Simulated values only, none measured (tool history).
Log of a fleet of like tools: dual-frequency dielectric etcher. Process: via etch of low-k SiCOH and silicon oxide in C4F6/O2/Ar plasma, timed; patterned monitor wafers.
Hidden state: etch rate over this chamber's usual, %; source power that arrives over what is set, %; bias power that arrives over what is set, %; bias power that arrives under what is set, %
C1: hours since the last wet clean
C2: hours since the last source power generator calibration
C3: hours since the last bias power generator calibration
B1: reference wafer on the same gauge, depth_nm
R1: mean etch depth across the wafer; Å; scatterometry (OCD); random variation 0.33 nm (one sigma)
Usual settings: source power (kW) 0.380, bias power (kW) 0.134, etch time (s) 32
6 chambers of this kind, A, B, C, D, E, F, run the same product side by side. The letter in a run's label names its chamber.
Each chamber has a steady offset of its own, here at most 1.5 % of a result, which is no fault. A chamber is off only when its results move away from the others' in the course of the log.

run 1C hour=3.9 | source_power_(kW)=0.380 bias_power_(kW)=0.134 etch_time_(s)=32 | C1=509.9 C2=829.0 C3=1771.8 | B1=75.874 | R1=674.53
run 2A hour=9.2 | source_power_(kW)=0.380 bias_power_(kW)=0.134 etch_time_(s)=32 | C1=346.4 C2=283.7 C3=1808.2 | B1=75.823 | R1=680.40
-- hour=10.7 chamber B: wet clean of the chamber
run 3F hour=13.6 | source_power_(kW)=0.380 bias_power_(kW)=0.134 etch_time_(s)=32 | C1=309.9 C2=703.2 C3=859.5 | B1=75.874 | R1=668.58
run 4E hour=17.7 | source_power_(kW)=0.380 bias_power_(kW)=0.134 etch_time_(s)=32 | C1=564.6 C2=2989.4 C3=2525.1 | B1=75.888 | R1=680.88
run 5D hour=22.2 | source_power_(kW)=0.380 bias_power_(kW)=0.134 etch_time_(s)=32 | C1=233.3 C2=736.9 C3=1738.8 | B1=75.979 | R1=684.37
run 6B hour=24.7 | source_power_(kW)=0.380 bias_power_(kW)=0.134 etch_time_(s)=32 | C1=14.0 C2=2141.7 C3=1358.2 | B1=75.879 | R1=681.92
run 7A hour=29.8 | source_power_(kW)=0.380 bias_power_(kW)=0.134 etch_time_(s)=32 | C1=367.0 C2=304.3 C3=1828.8 | B1=75.933 | R1=681.37
run 8B hour=33.7 | source_power_(kW)=0.380 bias_power_(kW)=0.134 etch_time_(s)=32 | C1=23.0 C2=2150.7 C3=1367.2 | B1=75.866 | R1=676.74
run 9D hour=38.2 | source_power_(kW)=0.380 bias_power_(kW)=0.134 etch_time_(s)=32 | C1=249.3 C2=752.9 C3=1754.8 | B1=75.782 | R1=683.98
run 10E hour=42.5 | source_power_(kW)=0.380 bias_power_(kW)=0.134 etch_time_(s)=32 | C1=589.4 C2=3014.2 C3=2549.9 | B1=75.839 | R1=686.28
-- hour=44.3 chamber C: wet clean of the chamber
run 11C hour=47.2 | source_power_(kW)=0.380 bias_power_(kW)=0.134 etch_time_(s)=32 | C1=3.0 C2=872.3 C3=1815.1 | B1=75.935 | R1=679.06
run 12F hour=51.3 | source_power_(kW)=0.380 bias_power_(kW)=0.134 etch_time_(s)=32 | C1=347.6 C2=740.9 C3=897.2 | B1=75.906 | R1=673.46
run 13B hour=55.5 | source_power_(kW)=0.380 bias_power_(kW)=0.134 etch_time_(s)=32 | C1=44.8 C2=2172.5 C3=1389.0 | B1=75.853 | R1=673.84
-- hour=57.0 chamber E: wet clean of the chamber
run 14A hour=60.4 | source_power_(kW)=0.380 bias_power_(kW)=0.134 etch_time_(s)=32 | C1=397.6 C2=334.9 C3=1859.4 | B1=75.959 | R1=681.20
run 15D hour=64.9 | source_power_(kW)=0.380 bias_power_(kW)=0.134 etch_time_(s)=32 | C1=276.0 C2=779.6 C3=1781.5 | B1=75.851 | R1=678.60
-- hour=65.4 chamber A: wet clean of the chamber
run 16C hour=70.2 | source_power_(kW)=0.430 bias_power_(kW)=0.161 etch_time_(s)=32 | C1=26.0 C2=895.3 C3=1838.1 | B1=75.993 | R1=747.40
run 17E hour=72.8 | source_power_(kW)=0.430 bias_power_(kW)=0.161 etch_time_(s)=32 | C1=15.9 C2=3044.5 C3=2580.2 | B1=75.864 | R1=789.78
run 18F hour=75.4 | source_power_(kW)=0.430 bias_power_(kW)=0.161 etch_time_(s)=32 | C1=371.7 C2=765.0 C3=921.3 | B1=75.992 | R1=746.26
run 19A hour=80.1 | source_power_(kW)=0.430 bias_power_(kW)=0.161 etch_time_(s)=32 | C1=14.8 C2=354.6 C3=1879.1 | B1=75.910 | R1=757.63
run 20C hour=83.4 | source_power_(kW)=0.430 bias_power_(kW)=0.161 etch_time_(s)=32 | C1=39.2 C2=908.5 C3=1851.3 | B1=75.906 | R1=750.08
run 21D hour=87.3 | source_power_(kW)=0.430 bias_power_(kW)=0.161 etch_time_(s)=32 | C1=298.4 C2=802.0 C3=1803.9 | B1=75.890 | R1=760.02
run 22F hour=89.9 | source_power_(kW)=0.380 bias_power_(kW)=0.134 etch_time_(s)=32 | C1=386.2 C2=779.5 C3=935.8 | B1=75.945 | R1=669.98
run 23E hour=92.7 | source_power_(kW)=0.380 bias_power_(kW)=0.134 etch_time_(s)=32 | C1=35.8 C2=3064.4 C3=2600.1 | B1=75.929 | R1=704.78
run 24B hour=97.4 | source_power_(kW)=0.380 bias_power_(kW)=0.134 etch_time_(s)=35 | C1=86.7 C2=2214.4 C3=1430.9 | B1=75.919 | R1=733.80
run 25B hour=101.0 | source_power_(kW)=0.380 bias_power_(kW)=0.134 etch_time_(s)=35 | C1=90.3 C2=2218.0 C3=1434.5 | B1=75.870 | R1=732.78
run 26E hour=104.8 | source_power_(kW)=0.380 bias_power_(kW)=0.134 etch_time_(s)=35 | C1=47.9 C2=3076.5 C3=2612.2 | B1=75.914 | R1=769.55
run 27F hour=110.3 | source_power_(kW)=0.380 bias_power_(kW)=0.134 etch_time_(s)=35 | C1=406.6 C2=799.9 C3=956.2 | B1=75.972 | R1=734.91
run 28C hour=113.9 | source_power_(kW)=0.380 bias_power_(kW)=0.134 etch_time_(s)=35 | C1=69.7 C2=939.0 C3=1881.8 | B1=75.871 | R1=740.72
run 29A hour=117.6 | source_power_(kW)=0.380 bias_power_(kW)=0.134 etch_time_(s)=35 | C1=52.3 C2=392.1 C3=1916.6 | B1=75.901 | R1=739.82
run 30D hour=121.1 | source_power_(kW)=0.380 bias_power_(kW)=0.149 etch_time_(s)=23 | C1=332.2 C2=835.8 C3=1837.7 | B1=75.891 | R1=507.55
run 31D hour=125.8 | source_power_(kW)=0.380 bias_power_(kW)=0.149 etch_time_(s)=23 | C1=336.9 C2=840.5 C3=1842.4 | B1=75.893 | R1=506.39
run 32C hour=128.5 | source_power_(kW)=0.380 bias_power_(kW)=0.149 etch_time_(s)=23 | C1=84.3 C2=953.6 C3=1896.4 | B1=75.893 | R1=502.03
run 33E hour=133.6 | source_power_(kW)=0.380 bias_power_(kW)=0.149 etch_time_(s)=23 | C1=76.7 C2=3105.3 C3=2641.0 | B1=75.876 | R1=523.62
run 34A hour=136.5 | source_power_(kW)=0.380 bias_power_(kW)=0.149 etch_time_(s)=23 | C1=71.2 C2=411.0 C3=1935.5 | B1=75.962 | R1=505.34
run 35B hour=140.0 | source_power_(kW)=0.380 bias_power_(kW)=0.149 etch_time_(s)=23 | C1=129.3 C2=2257.0 C3=1473.5 | B1=76.028 | R1=502.43
run 36F hour=143.2 | source_power_(kW)=0.380 bias_power_(kW)=0.134 etch_time_(s)=32 | C1=439.5 C2=832.8 C3=989.1 | B1=75.827 | R1=672.72
run 37A hour=148.0 | source_power_(kW)=0.380 bias_power_(kW)=0.134 etch_time_(s)=28 | C1=82.7 C2=422.5 C3=1947.0 | B1=75.926 | R1=596.33

Is one chamber off against the others, does the gauge drift, or is nothing wrong? If a chamber is off, say which, and what the likeliest cause is.

A service left chamber E off against the others.
Cause: etch rate over this chamber's usual, % = 3.69.

Here are 4 candidates for chamber E's next run, each the usual settings with a change, their results left as question marks. Which one brings its results back in line with what the others give on the usual settings?
In line means no further than this from the other chambers' mean on the usual settings: R1 11.00 Å
run 38E-1 hour=152.0 | source_power_(kW)=0.390 bias_power_(kW)=0.134 etch_time_(s)=32.0 | R1=?
run 38E-2 hour=152.0 | source_power_(kW)=0.380 bias_power_(kW)=0.134 etch_time_(s)=33.5 | R1=?
run 38E-3 hour=152.0 | source_power_(kW)=0.380 bias_power_(kW)=0.134 etch_time_(s)=31.5 | R1=?
run 38E-4 hour=152.0 | source_power_(kW)=0.380 bias_power_(kW)=0.115 etch_time_(s)=32.0 | R1=?

The other chambers' mean on the usual settings: R1 676.75 Å
run=38E-1 R1=710.78
run=38E-2 R1=736.44
run=38E-3 R1=692.48
run=38E-4 R1=672.77
38E-4 brings the chamber back in line.

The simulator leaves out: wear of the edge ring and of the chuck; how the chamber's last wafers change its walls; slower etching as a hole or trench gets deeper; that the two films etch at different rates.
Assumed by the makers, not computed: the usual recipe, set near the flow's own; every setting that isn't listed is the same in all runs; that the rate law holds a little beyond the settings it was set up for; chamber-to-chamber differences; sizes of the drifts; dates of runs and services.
